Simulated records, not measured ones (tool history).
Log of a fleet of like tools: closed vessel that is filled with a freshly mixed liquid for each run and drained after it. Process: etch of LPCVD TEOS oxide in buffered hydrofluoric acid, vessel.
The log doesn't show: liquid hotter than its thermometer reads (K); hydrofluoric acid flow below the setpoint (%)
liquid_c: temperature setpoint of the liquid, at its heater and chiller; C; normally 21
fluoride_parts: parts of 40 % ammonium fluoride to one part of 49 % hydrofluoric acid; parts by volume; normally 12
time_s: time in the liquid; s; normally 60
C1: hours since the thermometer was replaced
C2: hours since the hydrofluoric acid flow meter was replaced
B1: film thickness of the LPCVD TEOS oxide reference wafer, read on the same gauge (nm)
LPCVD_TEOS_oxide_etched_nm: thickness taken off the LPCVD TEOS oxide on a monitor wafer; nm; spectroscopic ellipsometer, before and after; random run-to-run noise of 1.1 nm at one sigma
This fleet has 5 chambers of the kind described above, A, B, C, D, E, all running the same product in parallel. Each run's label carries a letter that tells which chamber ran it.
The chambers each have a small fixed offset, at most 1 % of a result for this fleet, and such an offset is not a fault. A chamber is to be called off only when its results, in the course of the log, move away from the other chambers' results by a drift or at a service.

{"run": "1B", "hour": 6.1, "liquid_c": 21, "fluoride_parts": 12, "time_s": 60, "C1": 214, "C2": 1442.7, "B1": 40.007, "LPCVD_TEOS_oxide_etched_nm": 161.02}
{"run": "2D", "hour": 12.4, "liquid_c": 21, "fluoride_parts": 12, "time_s": 60, "C1": 157.7, "C2": 400, "B1": 39.97, "LPCVD_TEOS_oxide_etched_nm": 163.29}
{"run": "3A", "hour": 17.0, "liquid_c": 21, "fluoride_parts": 12, "time_s": 60, "C1": 316, "C2": 301.1, "B1": 40.028, "LPCVD_TEOS_oxide_etched_nm": 162.56}
{"hour": 19.6, "done": "chamber B: hydrofluoric acid flow meter replaced"}
{"run": "4C", "hour": 20.3, "liquid_c": 21, "fluoride_parts": 12, "time_s": 60, "C1": 273.5, "C2": 345.4, "B1": 39.985, "LPCVD_TEOS_oxide_etched_nm": 161.54}
{"run": "5E", "hour": 25.2, "liquid_c": 17.5, "fluoride_parts": 8.5, "time_s": 60, "C1": 1310.2, "C2": 255.5, "B1": 39.982, "LPCVD_TEOS_oxide_etched_nm": 182.11}
{"run": "6E", "hour": 30.0, "liquid_c": 17.5, "fluoride_parts": 8.5, "time_s": 60, "C1": 1315, "C2": 260.3, "B1": 39.995, "LPCVD_TEOS_oxide_etched_nm": 180.27}
{"run": "7C", "hour": 35.9, "liquid_c": 17.5, "fluoride_parts": 8.5, "time_s": 60, "C1": 289.1, "C2": 361, "B1": 39.978, "LPCVD_TEOS_oxide_etched_nm": 179.8}
{"run": "8B", "hour": 42.1, "liquid_c": 17.5, "fluoride_parts": 8.5, "time_s": 60, "C1": 250, "C2": 22.6, "B1": 40.004, "LPCVD_TEOS_oxide_etched_nm": 181.65}
{"run": "9A", "hour": 46.8, "liquid_c": 17.5, "fluoride_parts": 8.5, "time_s": 60, "C1": 345.8, "C2": 330.9, "B1": 40.014, "LPCVD_TEOS_oxide_etched_nm": 182.29}
{"run": "10D", "hour": 53.2, "liquid_c": 21, "fluoride_parts": 12, "time_s": 60, "C1": 198.5, "C2": 440.8, "B1": 40.002, "LPCVD_TEOS_oxide_etched_nm": 161.24}
{"run": "11E", "hour": 58.4, "liquid_c": 21, "fluoride_parts": 12, "time_s": 60, "C1": 1343.4, "C2": 288.7, "B1": 39.998, "LPCVD_TEOS_oxide_etched_nm": 160.35}
{"run": "12B", "hour": 62.6, "liquid_c": 21, "fluoride_parts": 12, "time_s": 60, "C1": 270.5, "C2": 43.1, "B1": 40.013, "LPCVD_TEOS_oxide_etched_nm": 162.16}
{"run": "13D", "hour": 66.0, "liquid_c": 21, "fluoride_parts": 12, "time_s": 60, "C1": 211.3, "C2": 453.6, "B1": 40.025, "LPCVD_TEOS_oxide_etched_nm": 162.88}
{"run": "14C", "hour": 69.3, "liquid_c": 21, "fluoride_parts": 12, "time_s": 60, "C1": 322.5, "C2": 394.4, "B1": 39.99, "LPCVD_TEOS_oxide_etched_nm": 162.32}
{"run": "15A", "hour": 75.5, "liquid_c": 21, "fluoride_parts": 12, "time_s": 60, "C1": 374.5, "C2": 359.6, "B1": 40.012, "LPCVD_TEOS_oxide_etched_nm": 163.19}
{"run": "16C", "hour": 78.5, "liquid_c": 21, "fluoride_parts": 12, "time_s": 60, "C1": 331.7, "C2": 403.6, "B1": 39.98, "LPCVD_TEOS_oxide_etched_nm": 163.79}
{"run": "17B", "hour": 82.6, "liquid_c": 21, "fluoride_parts": 12, "time_s": 60, "C1": 290.5, "C2": 63.1, "B1": 39.997, "LPCVD_TEOS_oxide_etched_nm": 159.4}
{"run": "18D", "hour": 86.5, "liquid_c": 21, "fluoride_parts": 12, "time_s": 60, "C1": 231.8, "C2": 474.1, "B1": 40.02, "LPCVD_TEOS_oxide_etched_nm": 161.87}
{"run": "19E", "hour": 91.8, "liquid_c": 21, "fluoride_parts": 12, "time_s": 60, "C1": 1376.8, "C2": 322.1, "B1": 39.968, "LPCVD_TEOS_oxide_etched_nm": 160.6}
{"run": "20A", "hour": 95.5, "liquid_c": 21, "fluoride_parts": 12, "time_s": 60, "C1": 394.5, "C2": 379.6, "B1": 40, "LPCVD_TEOS_oxide_etched_nm": 160.17}
{"run": "21C", "hour": 99.5, "liquid_c": 21, "fluoride_parts": 12, "time_s": 60, "C1": 352.7, "C2": 424.6, "B1": 40.021, "LPCVD_TEOS_oxide_etched_nm": 161.23}
{"run": "22B", "hour": 104.2, "liquid_c": 21, "fluoride_parts": 12, "time_s": 60, "C1": 312.1, "C2": 84.7, "B1": 39.98, "LPCVD_TEOS_oxide_etched_nm": 159.69}
{"run": "23E", "hour": 110.1, "liquid_c": 21, "fluoride_parts": 12, "time_s": 60, "C1": 1395.1, "C2": 340.4, "B1": 39.971, "LPCVD_TEOS_oxide_etched_nm": 159.57}
{"run": "24A", "hour": 116.6, "liquid_c": 21, "fluoride_parts": 12, "time_s": 60, "C1": 415.6, "C2": 400.7, "B1": 40.004, "LPCVD_TEOS_oxide_etched_nm": 160.12}
{"run": "25D", "hour": 121.8, "liquid_c": 21, "fluoride_parts": 12, "time_s": 60, "C1": 267.1, "C2": 509.4, "B1": 39.984, "LPCVD_TEOS_oxide_etched_nm": 163.92}
{"run": "26B", "hour": 126.3, "liquid_c": 21, "fluoride_parts": 12, "time_s": 60, "C1": 334.2, "C2": 106.8, "B1": 40.003, "LPCVD_TEOS_oxide_etched_nm": 158.87}
{"run": "27E", "hour": 131.7, "liquid_c": 21, "fluoride_parts": 12, "time_s": 60, "C1": 1416.7, "C2": 362, "B1": 40.022, "LPCVD_TEOS_oxide_etched_nm": 161.11}
{"run": "28C", "hour": 136.8, "liquid_c": 24, "fluoride_parts": 12, "time_s": 85, "C1": 390, "C2": 461.9, "B1": 39.998, "LPCVD_TEOS_oxide_etched_nm": 272.28}
{"run": "29D", "hour": 142.3, "liquid_c": 24, "fluoride_parts": 12, "time_s": 85, "C1": 287.6, "C2": 529.9, "B1": 40.007, "LPCVD_TEOS_oxide_etched_nm": 272.19}
{"run": "30A", "hour": 147.5, "liquid_c": 24, "fluoride_parts": 12, "time_s": 85, "C1": 446.5, "C2": 431.6, "B1": 40.019, "LPCVD_TEOS_oxide_etched_nm": 271.27}
{"run": "31D", "hour": 152.4, "liquid_c": 24, "fluoride_parts": 12, "time_s": 85, "C1": 297.7, "C2": 540, "B1": 39.987, "LPCVD_TEOS_oxide_etched_nm": 272.06}

For the next run the whole fleet of 5 chambers uses the same settings. Give each chamber's results:
{"run": "32A", "hour": 157.2, "liquid_c": 21, "fluoride_parts": 7.5, "time_s": 60, "LPCVD_TEOS_oxide_etched_nm": "?"}
{"run": "32B", "hour": 157.2, "liquid_c": 21, "fluoride_parts": 7.5, "time_s": 60, "LPCVD_TEOS_oxide_etched_nm": "?"}
{"run": "32C", "hour": 157.2, "liquid_c": 21, "fluoride_parts": 7.5, "time_s": 60, "LPCVD_TEOS_oxide_etched_nm": "?"}
{"run": "32D", "hour": 157.2, "liquid_c": 21, "fluoride_parts": 7.5, "time_s": 60, "LPCVD_TEOS_oxide_etched_nm": "?"}
{"run": "32E", "hour": 157.2, "liquid_c": 21, "fluoride_parts": 7.5, "time_s": 60, "LPCVD_TEOS_oxide_etched_nm": "?"}

run=32A LPCVD_TEOS_oxide_etched_nm=254.89
run=32B LPCVD_TEOS_oxide_etched_nm=253.53
run=32C LPCVD_TEOS_oxide_etched_nm=248.52
run=32D LPCVD_TEOS_oxide_etched_nm=254.67
run=32E LPCVD_TEOS_oxide_etched_nm=252.49

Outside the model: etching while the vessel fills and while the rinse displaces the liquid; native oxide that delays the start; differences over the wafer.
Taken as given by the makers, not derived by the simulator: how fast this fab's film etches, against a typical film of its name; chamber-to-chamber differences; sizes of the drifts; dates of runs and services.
